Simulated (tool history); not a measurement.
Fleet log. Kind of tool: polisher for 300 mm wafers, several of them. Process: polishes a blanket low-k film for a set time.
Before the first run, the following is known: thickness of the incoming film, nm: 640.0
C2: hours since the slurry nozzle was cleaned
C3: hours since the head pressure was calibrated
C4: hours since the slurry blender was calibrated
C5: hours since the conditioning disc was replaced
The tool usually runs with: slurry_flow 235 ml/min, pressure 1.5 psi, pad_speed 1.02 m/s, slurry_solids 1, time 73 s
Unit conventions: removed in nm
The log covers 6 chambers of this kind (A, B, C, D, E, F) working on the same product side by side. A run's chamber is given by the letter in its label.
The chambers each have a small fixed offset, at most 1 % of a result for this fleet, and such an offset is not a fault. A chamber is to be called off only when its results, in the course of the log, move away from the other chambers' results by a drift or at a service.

Run 1D, hour 4.5: usual settings; wafers polished on this pad 849; C2 107.3; C3 115.1; C4 117.2; C5 459.3. Result: removed 26.162 nm.
Run 2F, hour 10.3: usual settings; wafers polished on this pad 937; C2 236.7; C3 147.9; C4 94.2; C5 447. Result: removed 26.131 nm.
At hour 11: chamber F: worn pad replaced by a new one.
At hour 14.1: chamber F: slurry blender recalibrated.
Run 3B, hour 14.4: usual settings; wafers polished on this pad 353; C2 174.6; C3 395.6; C4 162.3; C5 40. Result: removed 26.726 nm.
At hour 15.7: chamber C: head pressure recalibrated.
Run 4A, hour 19.9: usual settings; wafers polished on this pad 374; C2 156.2; C3 592; C4 450.4; C5 102.3. Result: removed 26.282 nm.
At hour 22.4: chamber F: slurry nozzle cleaned.
At hour 22.9: chamber C: worn pad replaced by a new one.
At hour 24.4: chamber D: slurry blender recalibrated.
Run 5C, hour 26.7: usual settings; wafers polished on this pad 44; C2 295.2; C3 11.1; C4 183.6; C5 336.9. Result: removed 26.186 nm.
Run 6E, hour 30: usual settings; wafers polished on this pad 511; C2 154.9; C3 856.4; C4 170.9; C5 303.8. Result: removed 26.364 nm.
At hour 30.2: chamber E: head pressure recalibrated.
At hour 31.4: chamber E: worn pad replaced by a new one.
At hour 31.6: chamber C: slurry nozzle cleaned.
At hour 36.1: chamber D: conditioning disc replaced and pad reconditioned.
Run 7C, hour 36.6: usual settings but slurry_flow 180 ml/min, pad_speed 0.82 m/s; wafers polished on this pad 159; C2 5; C3 21; C4 193.5; C5 346.8. Result: removed 21.278 nm.
Run 8D, hour 41.7: usual settings but slurry_flow 180 ml/min, pad_speed 0.82 m/s; wafers polished on this pad 1279; C2 144.5; C3 152.3; C4 17.3; C5 5.6. Result: removed 21.079 nm.
Run 9F, hour 45.3: usual settings but slurry_flow 180 ml/min, pad_speed 0.82 m/s; wafers polished on this pad 397; C2 23; C3 182.9; C4 31.2; C5 482. Result: removed 21.163 nm.
At hour 51.6: chamber D: worn pad replaced by a new one.
Run 10B, hour 52.5: usual settings but slurry_flow 180 ml/min, pad_speed 0.82 m/s; wafers polished on this pad 794; C2 212.7; C3 433.7; C4 200.4; C5 78.1. Result: removed 21.247 nm.
At hour 54.4: chamber A: conditioning disc replaced and pad reconditioned.
Run 11A, hour 60: usual settings but slurry_flow 180 ml/min, pad_speed 0.82 m/s; wafers polished on this pad 839; C2 196.3; C3 632.1; C4 490.5; C5 5.7. Result: removed 21.506 nm.
At hour 63.1: chamber A: worn pad replaced by a new one.
Run 12E, hour 67.1: usual settings but slurry_flow 180 ml/min, pad_speed 0.82 m/s; wafers polished on this pad 413; C2 192; C3 37; C4 208; C5 340.9. Result: removed 21.263 nm.
At hour 68.2: chamber B: slurry nozzle cleaned.
At hour 71.3: chamber E: worn pad replaced by a new one.
At hour 71.5: chamber B: head pressure recalibrated.
At hour 72.7: chamber B: worn pad replaced by a new one.
Run 13D, hour 73: usual settings but pressure 1 psi, time 52 s; wafers polished on this pad 248; C2 175.8; C3 183.6; C4 48.6; C5 36.9. Result: removed 12.525 nm.
Run 14B, hour 76.9: usual settings but pressure 1 psi, time 52 s; wafers polished on this pad 49; C2 8.8; C3 5.5; C4 224.8; C5 102.5. Result: removed 13.378 nm.
At hour 80.5: chamber A: slurry blender recalibrated.
At hour 81.3: chamber F: worn pad replaced by a new one.
Run 15A, hour 82.7: usual settings but pressure 1 psi, time 52 s; wafers polished on this pad 227; C2 219; C3 654.8; C4 2.3; C5 28.4. Result: removed 12.21 nm.
Run 16C, hour 88.7: usual settings but pressure 1 psi, time 52 s; wafers polished on this pad 762; C2 57.1; C3 73.1; C4 245.6; C5 398.9. Result: removed 12.758 nm.
Run 17F, hour 94.7: usual settings but pressure 1 psi, time 52 s; wafers polished on this pad 155; C2 72.4; C3 232.3; C4 80.6; C5 531.4. Result: removed 12.454 nm.
Run 18E, hour 101.3: usual settings but pressure 1 psi, time 52 s; wafers polished on this pad 347; C2 226.2; C3 71.2; C4 242.2; C5 375.1. Result: removed 12.658 nm.
At hour 101.8: chamber C: conditioning disc replaced and pad reconditioned.
At hour 103.1: chamber E: slurry nozzle cleaned.
Run 19F, hour 107.1: usual settings; wafers polished on this pad 299; C2 84.8; C3 244.7; C4 93; C5 543.8. Result: removed 26.049 nm.
At hour 110.1: chamber F: slurry blender recalibrated.
Run 20B, hour 112.3: usual settings; wafers polished on this pad 459; C2 44.2; C3 40.9; C4 260.2; C5 137.9. Result: removed 27.99 nm.
Run 21D, hour 116: usual settings but slurry_solids 0.75; wafers polished on this pad 745; C2 218.8; C3 226.6; C4 91.6; C5 79.9. Result: removed 22.749 nm.
Run 22C, hour 122.3: usual settings but slurry_solids 0.75; wafers polished on this pad 1151; C2 90.7; C3 106.7; C4 279.2; C5 20.5. Result: removed 22.937 nm.
At hour 122.6: chamber E: worn pad replaced by a new one.
At hour 124.3: chamber E: slurry blender recalibrated.
Run 23A, hour 127.4: usual settings but slurry_solids 0.75; wafers polished on this pad 744; C2 263.7; C3 699.5; C4 47; C5 73.1. Result: removed 23.12 nm.
At hour 132.2: chamber D: slurry nozzle cleaned.
Run 24E, hour 132.5: usual settings but slurry_solids 0.75; wafers polished on this pad 114; C2 29.5; C3 102.4; C4 8.2; C5 406.3. Result: removed 22.784 nm.
At hour 137.3: chamber A: worn pad replaced by a new one.
At hour 139.2: chamber C: worn pad replaced by a new one.
Run 25E, hour 139.7: usual settings but slurry_solids 0.75; wafers polished on this pad 198; C2 36.7; C3 109.6; C4 15.4; C5 413.5. Result: removed 23.087 nm.
Run 26C, hour 144.1: usual settings but slurry_solids 0.75; wafers polished on this pad 57; C2 112.5; C3 128.5; C4 301; C5 42.3. Result: removed 22.727 nm.
At hour 144.5: chamber F: conditioning disc replaced and pad reconditioned.
Run 27D, hour 149.2: usual settings; wafers polished on this pad 1130; C2 17.1; C3 259.8; C4 124.8; C5 113.1. Result: removed 26.167 nm.
At hour 149.7: chamber B: worn pad replaced by a new one.
At hour 150.9: chamber D: slurry blender recalibrated.
Run 28A, hour 153.4: usual settings; wafers polished on this pad 187; C2 289.7; C3 725.5; C4 73; C5 99.1. Result: removed 26.216 nm.
Run 29F, hour 157.6: usual settings; wafers polished on this pad 884; C2 135.3; C3 295.2; C4 47.6; C5 13.2. Result: removed 25.85 nm.
Run 30B, hour 164.2: usual settings; wafers polished on this pad 168; C2 96.1; C3 92.8; C4 312.1; C5 189.8. Result: removed 27.907 nm.
At hour 164.9: chamber F: worn pad replaced by a new one.
At hour 165.6: chamber E: worn pad replaced by a new one.
At hour 165.6: chamber C: slurry blender recalibrated.
Run 31E, hour 168.8: usual settings; wafers polished on this pad 37; C2 65.8; C3 138.7; C4 44.5; C5 442.6. Result: removed 26.47 nm.
At hour 172.1: chamber E: conditioning disc replaced and pad reconditioned.
At hour 173.6: chamber D: worn pad replaced by a new one.
Run 32F, hour 176.1: usual settings; wafers polished on this pad 130; C2 153.8; C3 313.7; C4 66.1; C5 31.7. Result: removed 26.105 nm.
At hour 182.3: chamber A: conditioning disc replaced and pad reconditioned.
Run 33C, hour 182.3: usual settings but slurry_flow 165 ml/min, pressure 1.1 psi; wafers polished on this pad 499; C2 150.7; C3 166.7; C4 16.7; C5 80.5. Result: removed 18.497 nm.
Run 34A, hour 188.2: usual settings but slurry_flow 165 ml/min, pressure 1.1 psi; wafers polished on this pad 590; C2 324.5; C3 760.3; C4 107.8; C5 5.9. Result: removed 18.27 nm.
Run 35D, hour 194.1: usual settings but slurry_flow 165 ml/min, pressure 1.1 psi; wafers polished on this pad 237; C2 62; C3 304.7; C4 43.3; C5 158. Result: removed 18.329 nm.
Run 36B, hour 198.5: usual settings but slurry_flow 165 ml/min, pressure 1.1 psi; wafers polished on this pad 565; C2 130.4; C3 127.1; C4 346.4; C5 224.1. Result: removed 19.313 nm.
Run 37A, hour 204.4: usual settings but slurry_flow 165 ml/min, pressure 1.1 psi; wafers polished on this pad 777; C2 340.7; C3 776.5; C4 124; C5 22.1. Result: removed 18.196 nm.
Run 38B, hour 208.9: usual settings but slurry_flow 165 ml/min, pressure 1.1 psi; wafers polished on this pad 685; C2 140.8; C3 137.5; C4 356.8; C5 234.5. Result: removed 19.184 nm.
At hour 213.5: chamber E: worn pad replaced by a new one.
Run 39E, hour 214.8: usual settings; wafers polished on this pad 15; C2 111.8; C3 184.7; C4 90.5; C5 42.8. Result: removed 26.087 nm.
Run 40D, hour 221.3: usual settings; wafers polished on this pad 552; C2 89.2; C3 331.9; C4 70.5; C5 185.2. Result: removed 25.792 nm.
Run 41C, hour 226: usual settings; wafers polished on this pad 1005; C2 194.4; C3 210.4; C4 60.4; C5 124.2. Result: removed 25.891 nm.

Next, every chamber runs the same settings. What will each give?
Run 42A, hour 231.4: usual settings but slurry_solids 1.25. Result: removed ?.
Run 42B, hour 231.4: usual settings but slurry_solids 1.25. Result: removed ?.
Run 42C, hour 231.4: usual settings but slurry_solids 1.25. Result: removed ?.
Run 42D, hour 231.4: usual settings but slurry_solids 1.25. Result: removed ?.
Run 42E, hour 231.4: usual settings but slurry_solids 1.25. Result: removed ?.
Run 42F, hour 231.4: usual settings but slurry_solids 1.25. Result: removed ?.

run  removed
42A   29.198
42B   30.426
42C    28.77
42D   29.019
42E   28.405
42F   28.871

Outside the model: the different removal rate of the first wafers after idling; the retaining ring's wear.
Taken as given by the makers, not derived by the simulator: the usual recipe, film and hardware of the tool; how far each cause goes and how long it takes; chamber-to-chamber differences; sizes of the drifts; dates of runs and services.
